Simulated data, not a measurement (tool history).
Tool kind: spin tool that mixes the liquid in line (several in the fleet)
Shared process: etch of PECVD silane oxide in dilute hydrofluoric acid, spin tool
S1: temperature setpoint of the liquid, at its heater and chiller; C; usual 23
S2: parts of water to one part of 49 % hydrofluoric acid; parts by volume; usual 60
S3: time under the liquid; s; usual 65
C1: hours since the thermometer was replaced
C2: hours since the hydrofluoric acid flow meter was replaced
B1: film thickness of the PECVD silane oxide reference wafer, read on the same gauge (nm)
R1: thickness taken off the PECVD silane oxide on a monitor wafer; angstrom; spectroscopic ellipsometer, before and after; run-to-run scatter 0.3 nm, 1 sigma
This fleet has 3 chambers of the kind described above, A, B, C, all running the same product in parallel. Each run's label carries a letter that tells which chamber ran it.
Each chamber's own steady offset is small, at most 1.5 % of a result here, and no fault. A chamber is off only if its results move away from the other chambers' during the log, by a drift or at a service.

run    day  S1  S2  S3      C1     C2      B1      R1
 1A  0.192  23  60  65   651.2  226.9  139.99  365.49
 2B  0.304  23  60  65  1470.0   50.4  140.02  365.58
 3C  0.421  23  60  65    38.4  612.5  140.03  366.85
 4B  0.604  23  60  65  1477.2   57.6  139.98  369.10
 5C  0.779  23  60  65    47.0  621.1  139.99  368.52
 6A  0.983  23  60  65   670.2  245.9  140.02  365.45
 7B  1.142  25  50  65  1490.1   70.5  139.98  485.48
 8C  1.262  25  50  65    58.6  632.7  140.00  488.65
 9A  1.429  25  50  65   680.9  256.6  139.99  496.76
10A  1.571  23  60  80   684.3  260.0  140.01  455.01
11C  1.762  23  60  80    70.6  644.7  139.99  451.11
12B  1.950  23  60  80  1509.5   89.9  139.96  454.54
13B  2.150  23  60  65  1514.3   94.7  140.03  372.60
14A  2.354  23  60  65   703.1  278.8  140.01  373.20
15C  2.475  23  60  65    87.7  661.8  140.02  364.90
16C  2.667  23  60  65    92.3  666.4  140.01  362.91
17A  2.788  23  60  65   713.5  289.2  140.00  369.14
18B  2.950  23  60  65  1533.5  113.9  139.99  376.28
19C  3.104  23  60  65   102.8  676.9  139.99  366.36
20B  3.233  23  60  65  1540.3  120.7  139.98  384.36
21A  3.408  21  60  65   728.4  304.1  140.01  342.63
22A  3.592  21  60  65   732.8  308.5  140.00  342.27
23C  3.746  21  60  65   118.2  692.3  140.01  336.77
24B  3.921  23  60  65  1556.8  137.2  140.00  385.65
25A  4.021  23  60  65   743.1  318.8  140.00  376.76
26C  4.204  23  60  65   129.2  703.3  139.98  367.35
27B  4.329  23  60  65  1566.6  147.0  140.00  390.31
28B  4.454  23  60  65  1569.6  150.0  140.00  385.41
29C  4.608  23  60  65   138.9  713.0  139.99  361.80
30A  4.754  23  60  65   760.7  336.4  139.98  372.54
31C  4.871  23  60  65   145.2  719.3  140.00  362.42
32A  5.025  23  60  65   767.2  342.9  140.01  370.89
33B  5.183  23  60  65  1587.1  167.5  139.99  395.41
34C  5.296  23  60  65   155.4  729.5  140.01  368.80
35A  5.483  23  60  65   778.2  353.9  140.02  375.08
36B  5.608  23  60  65  1597.3  177.7  140.01  395.60
37A  5.775  23  60  65   785.2  360.9  139.99  368.91
38B  5.892  23  60  65  1604.1  184.5  140.00  397.77
39C  5.988  23  60  65   172.0  746.1  140.00  366.10
40C  6.179  23  60  65   176.6  750.7  140.01  362.02
41B  6.329  23  60  65  1614.6  195.0  140.02  403.15
42A  6.425  23  60  65   800.8  376.5  139.99  372.41

Each of the 3 chambers runs these same settings next. Fill in every chamber's results:
43A  6.571  20  60  65               ?
43B  6.571  20  60  65               ?
43C  6.571  20  60  65               ?

run      R1
43A  323.43
43B  352.56
43C  321.00
